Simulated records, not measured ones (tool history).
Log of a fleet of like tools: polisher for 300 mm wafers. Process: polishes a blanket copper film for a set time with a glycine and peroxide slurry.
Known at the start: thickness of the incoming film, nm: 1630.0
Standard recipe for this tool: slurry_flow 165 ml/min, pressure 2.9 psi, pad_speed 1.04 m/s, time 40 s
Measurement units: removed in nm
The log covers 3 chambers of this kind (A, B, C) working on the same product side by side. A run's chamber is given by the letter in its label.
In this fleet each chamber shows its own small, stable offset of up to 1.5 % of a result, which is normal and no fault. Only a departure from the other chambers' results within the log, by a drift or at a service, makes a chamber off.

run	day	slurry_flow	pressure	pad_speed	time	removed
1B	0.296	165	2.9	1.04	40	251.16
# day 0.396: chamber C: worn pad replaced by a new one
2C	0.762	165	2.9	1.04	40	248.99
3A	1.083	165	2.9	1.04	40	252.89
4A	1.5	165	2.9	1.04	40	248.92
5B	1.942	165	2.9	1.04	40	248.94
6C	2.333	165	2.9	1.04	40	247.89
# day 2.388: chamber C: slurry nozzle cleaned
# day 2.458: chamber A: worn pad replaced by a new one
7B	2.588	165	2.9	1.04	40	252.81
8C	2.838	165	2.9	1.04	40	248.11
# day 3.012: chamber B: slurry nozzle cleaned
9A	3.167	165	2.9	1.04	40	251.37
# day 3.333: chamber B: worn pad replaced by a new one
10B	3.479	140	2.9	0.78	40	194.73
11A	3.988	140	2.9	0.78	40	191.31
12C	4.325	140	2.9	0.78	40	191.36
13C	4.608	165	2.9	1.04	40	249.92
14A	5.004	165	2.6	1.04	47	264.04
# day 5.238: chamber C: worn pad replaced by a new one
15B	5.496	165	2.6	1.04	47	267.5
# day 5.971: chamber A: worn pad replaced by a new one
16A	5.979	165	2.6	1.04	47	269.21
# day 6.383: chamber B: worn pad replaced by a new one
17B	6.425	165	2.9	1.04	40	250.8
18C	6.742	165	2.9	1.04	40	250.46
19C	7.058	165	2.9	1.04	40	250.23
20B	7.492	165	2.9	1.04	40	252.7
21A	7.908	165	2.9	1.04	40	251.84
22A	8.375	165	2.9	1.04	40	249.5
23B	8.842	115	2.9	1.04	52	310.15
24C	9.321	115	2.9	1.04	52	303.87
# day 9.412: chamber B: worn pad replaced by a new one
# day 9.438: chamber A: worn pad replaced by a new one
25B	9.617	115	2.9	1.04	52	306.45
26A	9.933	165	2.9	1.04	40	247.56
# day 10.121: chamber C: worn pad replaced by a new one
27C	10.2	165	2.9	1.04	40	247.17
28A	10.704	165	2.9	1.04	40	248.93
29B	11.229	165	2.9	1.04	40	250.51
30C	11.712	195	2.9	0.68	40	182.37
31C	12.017	195	2.9	0.68	40	178.59
32A	12.283	195	2.9	0.68	40	182.42
# day 12.379: chamber B: worn pad replaced by a new one
33B	12.708	165	2.9	1.04	40	248.14
34C	13.108	165	2.9	1.04	40	249.72
# day 13.338: chamber A: worn pad replaced by a new one
35B	13.425	165	2.9	1.04	40	254.16
# day 13.508: chamber A: slurry nozzle cleaned
36A	13.704	165	2.9	1.04	40	248.84
# day 13.712: chamber C: slurry nozzle cleaned
# day 13.8: chamber A: head pressure recalibrated
37B	14.142	165	2.9	1.04	40	250.97
# day 14.146: chamber C: worn pad replaced by a new one
38A	14.379	165	2.9	1.04	40	249.42
39C	14.867	165	2.9	1.04	40	251.59
40A	15.108	165	2.9	1.04	40	245.27

Is one chamber out of step, is the gauge drifting, or do the chambers differ by no more than their own small offsets? For an off chamber, give its letter and the likeliest cause.

Nothing is wrong: each chamber keeps only its own small, steady offset and the gauge holds still.

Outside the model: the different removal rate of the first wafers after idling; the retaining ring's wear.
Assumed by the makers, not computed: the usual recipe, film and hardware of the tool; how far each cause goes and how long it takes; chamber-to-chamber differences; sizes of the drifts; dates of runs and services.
